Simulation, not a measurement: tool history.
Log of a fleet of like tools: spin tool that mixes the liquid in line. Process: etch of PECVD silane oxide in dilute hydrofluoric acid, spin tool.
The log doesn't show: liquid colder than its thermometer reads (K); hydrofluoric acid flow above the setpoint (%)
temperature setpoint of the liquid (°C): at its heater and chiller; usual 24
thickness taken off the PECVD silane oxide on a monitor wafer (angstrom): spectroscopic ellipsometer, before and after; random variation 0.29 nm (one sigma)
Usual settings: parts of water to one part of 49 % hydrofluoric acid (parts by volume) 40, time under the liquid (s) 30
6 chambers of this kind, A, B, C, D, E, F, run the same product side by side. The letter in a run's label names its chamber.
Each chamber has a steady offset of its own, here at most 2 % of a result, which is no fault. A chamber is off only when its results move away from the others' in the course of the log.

run	day	temperature setpoint of the liquid (°C)	parts of water to one part of 49 % hydrofluoric acid (parts by volume)	time under the liquid (s)	hours since the thermometer was replaced	hours since the hydrofluoric acid flow meter was replaced	read-back film thickness of the PECVD silane oxide reference wafer, read on the same gauge (nm)	thickness taken off the PECVD silane oxide on a monitor wafer (angstrom)
1D	0.604	24	40	30	1512.6	682.6	50	306.07
2F	1.004	24	40	30	1232.1	407.2	50.013	307.61
3E	1.412	24	40	30	958.8	658.8	49.956	311.56
4C	2.029	24	40	30	926.7	272.5	50.005	314.25
5A	2.475	24	40	30	187.9	508	49.973	312.43
# day 2.729: chamber F: hydrofluoric acid flow meter replaced
6B	2.983	24	40	30	265.6	383.6	49.98	313.1
7E	3.662	24	40	30	1012.8	712.8	50.003	308.52
8C	4.133	24	40	30	977.2	323	50.013	315.41
9F	4.704	24	40	30	1320.9	47.4	50.034	314.11
10B	5.071	24	40	30	315.7	433.7	50.011	314.18
# day 5.596: chamber D: thermometer replaced
11D	5.646	24	40	30	1.3	803.6	50.014	314.53
12A	6.192	24	40	30	277.1	597.2	50.011	310.85
13F	6.654	21.5	40	30	1367.7	94.2	50.005	278.25
14A	7.079	21.5	40	30	298.4	618.5	50.006	282.71
15C	7.533	21.5	40	30	1058.8	404.6	50.027	282.37
16D	8.017	21.5	40	30	58.2	860.5	50.007	278.39
17B	8.521	21.5	40	30	398.5	516.5	50	284.92
18E	8.879	21.5	40	30	1138	838	50.002	275.42
19F	9.483	24	40	30	1435.6	162.1	49.987	310.58
20D	10.008	24	40	30	106	908.3	49.994	315.8
21B	10.417	20.5	45	30	444	562	49.975	237.14
22E	11.008	20.5	45	30	1189.1	889.1	50.002	233.04
23C	11.404	20.5	45	30	1151.7	497.5	50.006	242.97
24A	11.838	20.5	45	30	412.6	732.7	49.988	238.48
# day 12.075: chamber C: hydrofluoric acid flow meter replaced
25F	12.312	20.5	45	30	1503.5	230	50.011	239.64
26D	12.658	20.5	45	30	169.6	971.9	49.995	241.44
27A	13.262	24	40	30	446.8	766.9	50.008	311.81
28E	13.729	24	40	50	1254.4	954.4	49.968	513.78
29B	14.075	24	40	50	531.8	649.8	50.005	521.95
30C	14.571	24	40	50	1227.7	60	50.004	523.98
31C	15.079	24	40	50	1239.9	72.2	50.006	520.82
32D	15.467	24	40	50	237	1039.3	50.008	514.41
33A	16.129	24	40	50	515.6	835.7	50.012	518.91
34B	16.546	24	50	30	591.1	709.1	50.007	248.19
35E	17.088	24	50	30	1335	1035	49.988	238.34
36F	17.658	24	50	30	1631.8	358.3	50.008	245.89
37D	18.254	24	50	30	303.9	1106.2	49.999	242.52
38C	18.817	24	50	30	1329.6	161.9	50.006	251.59
39A	19.112	24	50	30	587.2	907.3	49.983	246.28
40F	19.608	24	40	30	1678.6	405.1	49.963	311.31
41B	20.042	24	40	30	675	793	50.015	310.8
42E	20.55	24	20	40	1418.1	1118.1	50	830.08

All 6 chambers run these settings next. Forecast each chamber's results:
43A	21.033	24	40	30				?
43B	21.033	24	40	30				?
43C	21.033	24	40	30				?
43D	21.033	24	40	30				?
43E	21.033	24	40	30				?
43F	21.033	24	40	30				?

run	thickness taken off the PECVD silane oxide on a monitor wafer (angstrom)
43A	307.38
43B	314.07
43C	314.08
43D	314.51
43E	313.05
43F	309.15
